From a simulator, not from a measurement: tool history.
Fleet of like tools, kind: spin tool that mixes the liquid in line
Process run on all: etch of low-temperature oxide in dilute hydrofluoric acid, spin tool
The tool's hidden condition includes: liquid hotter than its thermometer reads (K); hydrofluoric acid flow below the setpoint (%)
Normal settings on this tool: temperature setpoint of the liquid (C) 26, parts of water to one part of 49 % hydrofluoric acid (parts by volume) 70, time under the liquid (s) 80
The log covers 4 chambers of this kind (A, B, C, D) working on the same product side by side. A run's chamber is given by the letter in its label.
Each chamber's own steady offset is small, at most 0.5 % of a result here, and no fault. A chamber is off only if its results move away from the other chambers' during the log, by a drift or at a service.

run   hour  temperature setpoint of the liquid (C)  parts of water to one part of 49 % hydrofluoric acid (parts by volume)  time under the liquid (s)  hours since the thermometer was replaced  hours since the hydrofluoric acid flow meter was replaced  read-back film thickness of the low-temperature oxide reference wafer, read on the same gauge (nm)  thickness taken off the low-temperature oxide on a monitor wafer (Å)
 1C   14.3                                      26                                                                      70                         80                                     104.7                                                      543.1                                                                                              110.01                                                                313.98
 2A   22.9                                      26                                                                      70                         80                                     184.2                                                     1308.4                                                                                              109.99                                                                317.14
 3D   37.1                                      26                                                                      70                         80                                     840.9                                                     1080.3                                                                                              110.00                                                                314.90
 4B   52.3                                      26                                                                      70                         80                                    1019.1                                                      656.9                                                                                              109.99                                                                316.28
 5C   67.2                                      26                                                                      70                         80                                     157.6                                                      596.0                                                                                              110.02                                                                316.12
 6B   76.0                                      26                                                                      70                         80                                    1042.8                                                      680.6                                                                                              109.99                                                                320.39
 7A   90.8                                      26                                                                      70                         80                                     252.1                                                     1376.3                                                                                              110.01                                                                314.85
 8D  102.5                                      26                                                                      70                         80                                     906.3                                                     1145.7                                                                                              110.01                                                                311.57
 9C  112.5                                      26                                                                      70                         80                                     202.9                                                      641.3                                                                                              110.02                                                                315.54
     123.3  -- chamber D: thermometer replaced
10D  125.8                                      26                                                                      70                         80                                       2.5                                                     1169.0                                                                                              109.99                                                                314.63
11B  135.6                                      26                                                                      70                         80                                    1102.4                                                      740.2                                                                                              110.00                                                                313.28
12A  147.7                                      26                                                                      70                         80                                     309.0                                                     1433.2                                                                                              110.00                                                                316.45
13C  159.2                                      26                                                                      70                         80                                     249.6                                                      688.0                                                                                              110.01                                                                312.74
14B  172.8                                      26                                                                      70                         80                                    1139.6                                                      777.4                                                                                              110.01                                                                320.23
15D  187.1                                      26                                                                      70                         80                                      63.8                                                     1230.3                                                                                              110.00                                                                316.90
16A  201.2                                      26                                                                      70                         80                                     362.5                                                     1486.7                                                                                              109.99                                                                312.96
17B  211.8                                      26                                                                      70                         80                                    1178.6                                                      816.4                                                                                              110.01                                                                319.46
18C  224.8                                      26                                                                      70                         80                                     315.2                                                      753.6                                                                                              110.01                                                                299.80
19D  233.2                                      26                                                                      70                         80                                     109.9                                                     1276.4                                                                                              109.99                                                                313.74
20A  247.5                                      26                                                                      70                         80                                     408.8                                                     1533.0                                                                                              110.01                                                                313.98
21A  259.0                                      26                                                                      70                         80                                     420.3                                                     1544.5                                                                                              110.01                                                                317.70
22B  273.2                                      26                                                                      70                         80                                    1240.0                                                      877.8                                                                                              109.99                                                                321.58
23D  283.8                                      26                                                                      70                        110                                     160.5                                                     1327.0                                                                                              109.98                                                                439.40
24C  297.1                                      26                                                                      70                        110                                     387.5                                                      825.9                                                                                              110.00                                                                402.51
25B  309.6                                      26                                                                      70                        110                                    1276.4                                                      914.2                                                                                              109.99                                                                437.68
26D  320.3                                      26                                                                      70                        110                                     197.0                                                     1363.5                                                                                              110.00                                                                433.45
27C  329.0                                      26                                                                      70                         80                                     419.4                                                      857.8                                                                                              110.02                                                                291.24
28A  343.5                                      26                                                                      70                         80                                     504.8                                                     1629.0                                                                                              109.98                                                                315.12
29C  353.4                                      26                                                                      70                         80                                     443.8                                                      882.2                                                                                              110.00                                                                290.72

Read the log: is a single chamber off, either drifting away or since a service, is the gauge that measures every chamber drifting, or is nothing wrong beyond small per-chamber offsets? Name any odd chamber and what most likely caused it.

It is chamber C that slowly wanders off from its peers.
What lies behind it: hydrofluoric acid flow below the setpoint (%) = 6.78.
Not necessarily distinguishable in this log from: liquid colder than its thermometer reads (K).

Below are 4 candidate recipes for chamber C's next run, each the usual settings with a change, their results shown as question marks. Which of them brings C's results back in line with what the other chambers give on the usual settings?
To be in line, a result may differ from the other chambers' mean on the usual settings by at most: thickness taken off the low-temperature oxide on a monitor wafer (Å) 10.00
30C-1  365.0                                      24                                                                      70                         80                                                                                                                                                                                                                                                                              ?
30C-2  365.0                                      26                                                                      70                         70                                                                                                                                                                                                                                                                              ?
30C-3  365.0                                      28                                                                      70                         80                                                                                                                                                                                                                                                                              ?
30C-4  365.0                                      26                                                                      65                         85                                                                                                                                                                                                                                                                              ?

The other chambers' mean on the usual settings: thickness taken off the low-temperature oxide on a monitor wafer (Å) 315.70
  run  thickness taken off the low-temperature oxide on a monitor wafer (Å)
30C-1                                                                267.49
30C-2                                                                253.76
30C-3                                                                313.99
30C-4                                                                334.12
30C-3 is the one that brings the chamber's results back in line with the other chambers.
